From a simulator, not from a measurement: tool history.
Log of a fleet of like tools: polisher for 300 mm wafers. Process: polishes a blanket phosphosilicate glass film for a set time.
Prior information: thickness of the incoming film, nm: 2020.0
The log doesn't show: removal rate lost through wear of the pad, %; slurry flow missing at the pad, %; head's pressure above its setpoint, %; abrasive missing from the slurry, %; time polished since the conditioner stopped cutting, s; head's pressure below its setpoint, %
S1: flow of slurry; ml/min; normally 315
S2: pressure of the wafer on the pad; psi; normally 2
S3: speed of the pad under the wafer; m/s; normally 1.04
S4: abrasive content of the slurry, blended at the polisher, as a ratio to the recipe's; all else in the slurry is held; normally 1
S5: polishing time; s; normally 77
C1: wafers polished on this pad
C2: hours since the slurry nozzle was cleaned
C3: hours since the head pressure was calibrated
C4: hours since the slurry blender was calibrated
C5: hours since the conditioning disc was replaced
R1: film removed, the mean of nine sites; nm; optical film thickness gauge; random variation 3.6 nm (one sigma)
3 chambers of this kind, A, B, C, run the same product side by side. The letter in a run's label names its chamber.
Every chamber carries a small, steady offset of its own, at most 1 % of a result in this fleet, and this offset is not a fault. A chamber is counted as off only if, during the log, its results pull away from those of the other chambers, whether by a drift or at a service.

run,hour,S1,S2,S3,S4,S5,C1,C2,C3,C4,C5,R1
# hour 0.4: chamber A: conditioning disc replaced and pad reconditioned
# hour 7.5: chamber A: slurry blender recalibrated
# hour 8.4: chamber C: worn pad replaced by a new one
1A,8.6,315,2,1.04,1,77,628,700.6,47.3,1.2,8.2,367.99
2C,15.8,315,2,1.04,1,77,99,622.8,1418,170.7,98.4,376.97
3B,24.5,315,2,1.04,1,77,393,66.1,190.2,112.3,35.8,366.94
4A,31.7,315,2,1.04,1,77,934,723.7,70.4,24.3,31.3,366.07
5B,37.9,315,2,1.04,1,77,571,79.5,203.6,125.7,49.2,371.02
# hour 43: chamber A: worn pad replaced by a new one
6C,48.3,315,2,1.04,1,77,531,655.3,1450.5,203.2,130.9,368.62
7C,55.2,315,2,1.04,1,77,622,662.2,1457.4,210.1,137.8,368.68
# hour 65.9: chamber C: worn pad replaced by a new one
8B,66,315,1.5,1.04,1,77,944,107.6,231.7,153.8,77.3,277.72
9A,76.9,315,1.5,1.04,1,77,451,768.9,115.6,69.5,76.5,279.07
10B,86.8,315,1.5,1.04,1,77,1220,128.4,252.5,174.6,98.1,274.44
11A,94.3,315,2,1.04,1,77,682,786.3,133,86.9,93.9,369.42
12C,99.6,315,2,1.04,1,77,448,706.6,1501.8,254.5,182.2,374.18
# hour 101: chamber B: worn pad replaced by a new one
# hour 103.6: chamber C: slurry nozzle cleaned
13B,106.8,315,2,1.04,1,77,77,148.4,272.5,194.6,118.1,373.91
14A,112.4,315,2,1.04,1,77,923,804.4,151.1,105,112,363.2
# hour 115.6: chamber C: worn pad replaced by a new one
# hour 117: chamber A: worn pad replaced by a new one
15C,122.9,315,2,1.04,1,77,97,19.3,1525.1,277.8,205.5,377.22
16B,127.9,315,2,1.04,1,77,357,169.5,293.6,215.7,139.2,364.42
# hour 136.5: chamber C: head pressure recalibrated
17C,138.1,315,2,1.04,1,77,299,34.5,1.7,293,220.7,325.13
# hour 140: chamber A: conditioning disc replaced and pad reconditioned
18A,144.3,315,1.4,1.04,1,52,363,836.3,183,136.9,4.3,174.56
# hour 149.4: chamber A: slurry nozzle cleaned
19C,152.8,315,1.4,1.04,1,52,494,49.2,16.4,307.7,235.4,152.95
20A,164,315,1.4,1.04,1,52,625,14.6,202.7,156.6,24,174.14
# hour 167.9: chamber C: worn pad replaced by a new one
21B,171.3,315,2,1.04,1,77,934,212.9,337,259.1,182.6,364.66
22B,176.9,315,2,1.04,1,77,1008,218.5,342.6,264.7,188.2,370.37
23A,183.2,315,2,1.04,1,77,880,33.8,221.9,175.8,43.2,366.96
# hour 192.4: chamber C: slurry blender recalibrated
24C,193.5,315,2,1.04,0.7,60,341,89.9,57.1,1.2,276.1,215.2
25A,199.4,315,2,1.04,0.7,60,1095,50,238.1,192,59.4,242.41
# hour 204.2: chamber A: worn pad replaced by a new one
26B,206.1,315,2,1.04,0.7,60,1396,247.7,371.8,293.9,217.4,242.55
# hour 209.6: chamber B: worn pad replaced by a new one
27C,217.1,315,2,1.04,1,77,654,113.5,80.7,24.8,299.7,333.02
# hour 221.7: chamber C: worn pad replaced by a new one
28C,227.8,315,2,1.04,1,77,81,124.2,91.4,35.5,310.4,331.75
29B,234.9,315,2,1.04,1,77,337,276.5,400.6,322.7,246.2,365.48
30A,242.4,315,2,1.04,1,77,508,93,281.1,235,102.4,364.2
31A,251.7,315,2,1.04,1,77,631,102.3,290.4,244.3,111.7,370.65

For the next run the whole fleet of 3 chambers uses the same settings. Give each chamber's results:
32A,259.7,315,2,1.04,1,77,,,,,,?
32B,259.7,315,2,1.04,1,77,,,,,,?
32C,259.7,315,2,1.04,1,77,,,,,,?

run,R1
32A,363.99
32B,368.98
32C,331.56

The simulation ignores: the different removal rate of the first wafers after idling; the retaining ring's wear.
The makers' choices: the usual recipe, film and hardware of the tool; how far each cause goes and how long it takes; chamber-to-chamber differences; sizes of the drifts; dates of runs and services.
